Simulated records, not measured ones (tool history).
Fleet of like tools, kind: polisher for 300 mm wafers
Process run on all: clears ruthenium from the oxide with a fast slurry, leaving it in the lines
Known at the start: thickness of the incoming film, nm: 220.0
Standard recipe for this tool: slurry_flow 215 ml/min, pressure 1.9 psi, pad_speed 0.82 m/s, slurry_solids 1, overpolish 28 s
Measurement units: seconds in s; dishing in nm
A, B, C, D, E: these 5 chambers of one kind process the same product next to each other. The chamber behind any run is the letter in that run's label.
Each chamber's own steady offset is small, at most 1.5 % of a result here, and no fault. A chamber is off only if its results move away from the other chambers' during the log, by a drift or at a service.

run,hour,slurry_flow,pressure,pad_speed,slurry_solids,overpolish,wafers polished on this pad,hours since the slurry nozzle was cleaned,hours since the head pressure was calibrated,hours since the slurry blender was calibrated,seconds,dishing
# hour 7.2: chamber C: slurry blender recalibrated
# hour 7.7: chamber C: slurry nozzle cleaned
1B,9.7,215,1.9,0.82,1,28,357,200.1,758.2,156.7,109.640,29.111
2A,16.8,215,1.9,0.82,1,28,664,276.7,59.6,131.9,106.310,28.995
# hour 26.6: chamber E: slurry blender recalibrated
3C,27.5,215,1.9,0.82,1,28,280,19.9,133.3,20.4,109.110,29.179
# hour 34.9: chamber E: worn pad replaced by a new one
4E,38.2,215,1.9,0.82,1,28,31,252.1,113.2,11.6,111.960,29.691
5D,45.1,155,1.9,0.82,1,28,518,211.3,901.8,492.6,115.270,28.888
# hour 46.3: chamber A: slurry blender recalibrated
# hour 51.4: chamber A: worn pad replaced by a new one
6C,56.6,155,1.9,0.82,1,28,557,49.0,162.4,49.5,112.940,28.902
# hour 62.6: chamber D: slurry blender recalibrated
7D,63.8,155,1.9,0.82,1,28,696,230.0,920.5,1.2,116.910,28.809
# hour 66.2: chamber D: slurry nozzle cleaned
8A,74.6,155,1.9,0.82,1,28,221,334.5,117.4,28.4,116.030,28.894
9E,84.7,155,1.9,0.82,1,28,473,298.6,159.7,58.1,116.020,28.806
# hour 87.2: chamber C: worn pad replaced by a new one
10B,96.2,280,1.9,0.82,1,28,1180,286.6,844.7,243.2,104.980,29.867
11B,106.8,280,1.9,0.82,1,28,1280,297.2,855.3,253.8,108.490,29.157
12C,114.9,280,1.9,0.82,1,28,263,107.3,220.7,107.8,103.610,29.091
# hour 121.6: chamber D: worn pad replaced by a new one
13E,122.9,280,1.9,0.82,1,28,836,336.8,197.9,96.3,105.680,30.240
# hour 125.8: chamber E: worn pad replaced by a new one
14A,132.8,280,1.9,0.82,1,28,774,392.7,175.6,86.6,107.000,30.096
# hour 136.2: chamber B: worn pad replaced by a new one
# hour 141.8: chamber B: slurry nozzle cleaned
# hour 143.4: chamber A: worn pad replaced by a new one
15D,143.7,215,1.9,0.82,1,28,210,77.5,1000.4,81.1,110.620,29.344
16B,154.5,215,1.9,0.82,1,28,174,12.7,903.0,301.5,108.420,28.903
17A,163.1,215,1.9,0.82,1,28,188,423.0,205.9,116.9,110.670,29.566
18C,168.9,215,1.9,0.82,1,28,777,161.3,274.7,161.8,108.810,28.931
19E,174.9,215,1.9,0.82,1,28,467,388.8,249.9,148.3,112.420,29.532
20D,180.1,215,1.9,0.82,1,28,556,113.9,1036.8,117.5,109.450,29.655
21B,188.7,215,1.9,0.82,1,28,499,46.9,937.2,335.7,110.570,29.443
22A,195.6,215,1.9,0.82,1,28,497,455.5,238.4,149.4,107.210,29.525
# hour 195.9: chamber B: slurry blender recalibrated
# hour 197.0: chamber C: worn pad replaced by a new one
23D,207.4,215,1.9,0.82,1,28,816,141.2,1064.1,144.8,110.670,29.384
# hour 211.3: chamber D: head pressure recalibrated
24C,216.6,190,1.9,1.08,1,28,186,209.0,322.4,209.5,85.711,33.110
# hour 221.3: chamber A: slurry blender recalibrated
25E,226.9,190,1.9,1.08,1,28,961,440.8,301.9,200.3,84.163,33.558
# hour 230.8: chamber A: worn pad replaced by a new one
26B,235.0,190,1.9,1.08,1,28,939,93.2,983.5,39.2,86.854,32.465
# hour 240.9: chamber D: worn pad replaced by a new one
27D,242.4,190,1.9,1.08,1,28,14,176.2,31.2,179.8,94.730,31.123
# hour 244.1: chamber E: worn pad replaced by a new one
28E,249.2,190,1.9,1.08,1,28,48,463.1,324.2,222.6,84.996,33.112
29A,257.7,215,1.9,0.82,1,28,256,517.6,300.5,36.5,109.770,29.306
# hour 263.8: chamber A: slurry nozzle cleaned
30C,265.9,215,1.9,0.82,1,28,655,258.3,371.7,258.8,109.760,28.807
31C,277.0,280,1.9,0.82,1,16,760,269.4,382.8,269.9,103.710,21.001
32D,284.6,280,1.9,0.82,1,16,415,218.4,73.4,222.0,118.340,19.686
# hour 286.8: chamber D: slurry nozzle cleaned
33B,293.2,280,1.9,0.82,1,16,1493,151.4,1041.7,97.4,106.580,20.921
# hour 298.6: chamber C: worn pad replaced by a new one
34E,299.9,280,1.9,0.82,1,16,530,513.8,374.9,273.3,109.090,21.498
35A,307.3,280,1.9,0.82,1,16,727,43.5,350.1,86.1,106.150,21.460
36C,315.4,215,1.5,0.82,1,28,159,307.8,421.2,308.3,140.670,25.898
# hour 320.1: chamber A: worn pad replaced by a new one
37D,321.0,215,1.5,0.82,1,28,761,34.2,109.8,258.4,156.690,23.814
38A,326.7,215,1.5,0.82,1,28,63,62.9,369.5,105.5,134.950,25.620

Read the log: is a single chamber off, either drifting away or since a service, is the gauge that measures every chamber drifting, or is nothing wrong beyond small per-chamber offsets? Name any odd chamber and what most likely caused it.

Chamber D has stood off from the others ever since a service on it.
Cause: head's pressure below its setpoint, % = 11.6.

Here are 4 candidates for chamber D's next run, each the usual settings with a change, their results left as question marks. Which one brings its results back in line with what the others give on the usual settings?
To be in line, a result may differ from the other chambers' mean on the usual settings by at most: seconds 6.400 s; dishing 1.100 nm
39D-1,335.1,220,2.1,0.90,1.05,28,,,,,?,?
39D-2,335.1,215,1.8,0.78,1.00,28,,,,,?,?
39D-3,335.1,215,1.7,0.74,0.95,29,,,,,?,?
39D-4,335.1,215,2.0,0.86,1.00,28,,,,,?,?

On the usual settings, the other chambers give on average: seconds 109.170 s; dishing 29.318 nm
run,seconds,dishing
39D-1,99.296,30.874
39D-2,136.730,26.105
39D-3,156.100,24.629
39D-4,111.750,29.147
39D-4 is the one that brings the chamber's results back in line with the other chambers.

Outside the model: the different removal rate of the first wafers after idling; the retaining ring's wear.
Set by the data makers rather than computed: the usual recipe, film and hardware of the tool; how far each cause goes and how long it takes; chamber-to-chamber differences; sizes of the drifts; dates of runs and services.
